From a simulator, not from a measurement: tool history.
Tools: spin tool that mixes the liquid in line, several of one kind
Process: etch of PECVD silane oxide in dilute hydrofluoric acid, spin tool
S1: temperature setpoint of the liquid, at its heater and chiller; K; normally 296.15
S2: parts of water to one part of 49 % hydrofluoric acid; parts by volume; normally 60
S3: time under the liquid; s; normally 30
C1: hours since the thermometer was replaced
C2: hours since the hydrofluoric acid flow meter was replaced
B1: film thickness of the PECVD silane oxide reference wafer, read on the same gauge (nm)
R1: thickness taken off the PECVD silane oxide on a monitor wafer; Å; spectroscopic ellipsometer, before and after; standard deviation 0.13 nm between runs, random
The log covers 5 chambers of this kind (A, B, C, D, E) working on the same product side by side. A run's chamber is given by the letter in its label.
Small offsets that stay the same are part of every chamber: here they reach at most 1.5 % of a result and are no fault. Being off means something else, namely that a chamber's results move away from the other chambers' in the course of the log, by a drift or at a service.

{"run": "1E", "hour": 3.2, "S1": 296.15, "S2": 60, "S3": 30, "C1": 893.5, "C2": 849.4, "B1": 110.02, "R1": 127.43}
{"run": "2C", "hour": 5.4, "S1": 296.15, "S2": 60, "S3": 30, "C1": 1522.7, "C2": 840.5, "B1": 110.05, "R1": 133.03}
{"run": "3A", "hour": 8.6, "S1": 296.15, "S2": 60, "S3": 30, "C1": 161.6, "C2": 67.8, "B1": 110.01, "R1": 129.3}
{"run": "4D", "hour": 12.7, "S1": 296.15, "S2": 60, "S3": 30, "C1": 627.0, "C2": 1023.1, "B1": 109.98, "R1": 133.89}
{"run": "5B", "hour": 16.4, "S1": 296.15, "S2": 60, "S3": 30, "C1": 2148.2, "C2": 860.6, "B1": 109.98, "R1": 131.13}
{"run": "6E", "hour": 18.5, "S1": 296.15, "S2": 60, "S3": 30, "C1": 908.8, "C2": 864.7, "B1": 110.05, "R1": 130.22}
{"run": "7A", "hour": 22.2, "S1": 296.15, "S2": 60, "S3": 30, "C1": 175.2, "C2": 81.4, "B1": 110.0, "R1": 131.25}
{"run": "8B", "hour": 24.3, "S1": 296.15, "S2": 60, "S3": 20, "C1": 2156.1, "C2": 868.5, "B1": 109.98, "R1": 86.012}
{"run": "9D", "hour": 27.5, "S1": 296.15, "S2": 60, "S3": 20, "C1": 641.8, "C2": 1037.9, "B1": 110.04, "R1": 88.187}
{"run": "10C", "hour": 30.8, "S1": 296.15, "S2": 60, "S3": 20, "C1": 1548.1, "C2": 865.9, "B1": 109.98, "R1": 86.953}
{"run": "11A", "hour": 32.6, "S1": 296.15, "S2": 60, "S3": 20, "C1": 185.6, "C2": 91.8, "B1": 110.0, "R1": 87.126}
{"run": "12E", "hour": 35.5, "S1": 296.15, "S2": 60, "S3": 20, "C1": 925.8, "C2": 881.7, "B1": 109.99, "R1": 87.283}
{"run": "13C", "hour": 37.8, "S1": 296.15, "S2": 60, "S3": 30, "C1": 1555.1, "C2": 872.9, "B1": 109.98, "R1": 130.43}
{"run": "14D", "hour": 40.8, "S1": 296.15, "S2": 60, "S3": 30, "C1": 655.1, "C2": 1051.2, "B1": 110.05, "R1": 129.39}
{"run": "15B", "hour": 43.5, "S1": 296.15, "S2": 60, "S3": 30, "C1": 2175.3, "C2": 887.7, "B1": 110.01, "R1": 129.84}
{"run": "16D", "hour": 46.3, "S1": 296.15, "S2": 60, "S3": 30, "C1": 660.6, "C2": 1056.7, "B1": 110.02, "R1": 130.77}
{"run": "17E", "hour": 48.5, "S1": 296.15, "S2": 60, "S3": 30, "C1": 938.8, "C2": 894.7, "B1": 110.0, "R1": 129.31}
{"run": "18A", "hour": 51.1, "S1": 296.15, "S2": 60, "S3": 30, "C1": 204.1, "C2": 110.3, "B1": 109.97, "R1": 131.29}
{"run": "19C", "hour": 54.7, "S1": 296.15, "S2": 60, "S3": 30, "C1": 1572.0, "C2": 889.8, "B1": 110.02, "R1": 130.04}
{"run": "20B", "hour": 58.9, "S1": 296.15, "S2": 60, "S3": 30, "C1": 2190.7, "C2": 903.1, "B1": 109.99, "R1": 130.17}
{"run": "21D", "hour": 60.8, "S1": 296.15, "S2": 60, "S3": 30, "C1": 675.1, "C2": 1071.2, "B1": 109.98, "R1": 129.12}
{"run": "22A", "hour": 64.8, "S1": 296.15, "S2": 60, "S3": 30, "C1": 217.8, "C2": 124.0, "B1": 110.02, "R1": 127.9}
{"run": "23E", "hour": 68.5, "S1": 296.15, "S2": 60, "S3": 30, "C1": 958.8, "C2": 914.7, "B1": 110.02, "R1": 129.16}
{"run": "24B", "hour": 72.1, "S1": 296.15, "S2": 60, "S3": 30, "C1": 2203.9, "C2": 916.3, "B1": 110.02, "R1": 129.79}
{"run": "25C", "hour": 75.4, "S1": 296.15, "S2": 60, "S3": 30, "C1": 1592.7, "C2": 910.5, "B1": 110.0, "R1": 130.34}
{"run": "26A", "hour": 79.4, "S1": 296.15, "S2": 60, "S3": 30, "C1": 232.4, "C2": 138.6, "B1": 110.01, "R1": 128.86}
{"run": "27C", "hour": 81.2, "S1": 296.15, "S2": 60, "S3": 30, "C1": 1598.5, "C2": 916.3, "B1": 110.01, "R1": 130.07}
{"run": "28D", "hour": 85.1, "S1": 298.65, "S2": 60, "S3": 20, "C1": 699.4, "C2": 1095.5, "B1": 110.0, "R1": 91.108}
{"run": "29E", "hour": 88.3, "S1": 298.65, "S2": 60, "S3": 20, "C1": 978.6, "C2": 934.5, "B1": 110.03, "R1": 96.317}
{"run": "30B", "hour": 90.7, "S1": 298.65, "S2": 60, "S3": 20, "C1": 2222.5, "C2": 934.9, "B1": 110.0, "R1": 96.85}
{"run": "31C", "hour": 93.4, "S1": 298.65, "S2": 60, "S3": 20, "C1": 1610.7, "C2": 928.5, "B1": 109.97, "R1": 96.723}
{"run": "32A", "hour": 96.7, "S1": 298.65, "S2": 60, "S3": 20, "C1": 249.7, "C2": 155.9, "B1": 110.0, "R1": 98.148}
{"run": "33E", "hour": 100.1, "S1": 296.15, "S2": 60, "S3": 30, "C1": 990.4, "C2": 946.3, "B1": 110.0, "R1": 129.16}
{"run": "34B", "hour": 103.8, "S1": 296.15, "S2": 80, "S3": 45, "C1": 2235.6, "C2": 948.0, "B1": 110.02, "R1": 142.22}
{"run": "35D", "hour": 107.6, "S1": 296.15, "S2": 80, "S3": 45, "C1": 721.9, "C2": 1118.0, "B1": 109.98, "R1": 131.54}
{"run": "36A", "hour": 110.9, "S1": 296.15, "S2": 80, "S3": 45, "C1": 263.9, "C2": 170.1, "B1": 110.03, "R1": 142.96}
{"run": "37D", "hour": 113.4, "S1": 296.15, "S2": 80, "S3": 45, "C1": 727.7, "C2": 1123.8, "B1": 109.97, "R1": 133.41}
{"run": "38E", "hour": 115.9, "S1": 296.15, "S2": 80, "S3": 45, "C1": 1006.2, "C2": 962.1, "B1": 110.01, "R1": 142.98}
{"run": "39C", "hour": 120.0, "S1": 296.15, "S2": 60, "S3": 30, "C1": 1637.3, "C2": 955.1, "B1": 110.0, "R1": 133.26}
{"run": "40B", "hour": 122.7, "S1": 296.15, "S2": 45, "S3": 45, "C1": 2254.5, "C2": 966.9, "B1": 109.97, "R1": 261.89}
{"run": "41E", "hour": 126.2, "S1": 296.15, "S2": 45, "S3": 45, "C1": 1016.5, "C2": 972.4, "B1": 110.03, "R1": 265.64}
{"run": "42A", "hour": 129.8, "S1": 296.15, "S2": 45, "S3": 45, "C1": 282.8, "C2": 189.0, "B1": 109.99, "R1": 264.34}

Decide between three cases: one chamber stands off from its peers, the gauge reading all wafers drifts, or nothing is wrong past each chamber's small offset. Where a chamber is off, say which and what most likely put it there.

One chamber, D, drifts off from the rest bit by bit.
Most likely cause: hydrofluoric acid flow below the setpoint (%) = 9.73.
The log might look much the same if the cause were instead: liquid colder than its thermometer reads (K).

Here are 4 candidates for chamber D's next run, each the usual settings with a change, their results left as question marks. Which one brings its results back in line with what the others give on the usual settings?
Allowed miss from the other chambers' usual-settings mean, per result, to count as in line: R1 4.500 Å
{"run": "43D-1", "hour": 132.8, "S1": 296.15, "S2": 55, "S3": 30, "R1": "?"}
{"run": "43D-2", "hour": 132.8, "S1": 296.65, "S2": 60, "S3": 35, "R1": "?"}
{"run": "43D-3", "hour": 132.8, "S1": 296.15, "S2": 70, "S3": 30, "R1": "?"}
{"run": "43D-4", "hour": 132.8, "S1": 296.15, "S2": 65, "S3": 30, "R1": "?"}

The other chambers' mean on the usual settings: R1 130.570 Å
run=43D-1 R1=131.310
run=43D-2 R1=142.240
run=43D-3 R1=100.870
run=43D-4 R1=109.430
With 43D-1, the chamber falls back in line with the rest.

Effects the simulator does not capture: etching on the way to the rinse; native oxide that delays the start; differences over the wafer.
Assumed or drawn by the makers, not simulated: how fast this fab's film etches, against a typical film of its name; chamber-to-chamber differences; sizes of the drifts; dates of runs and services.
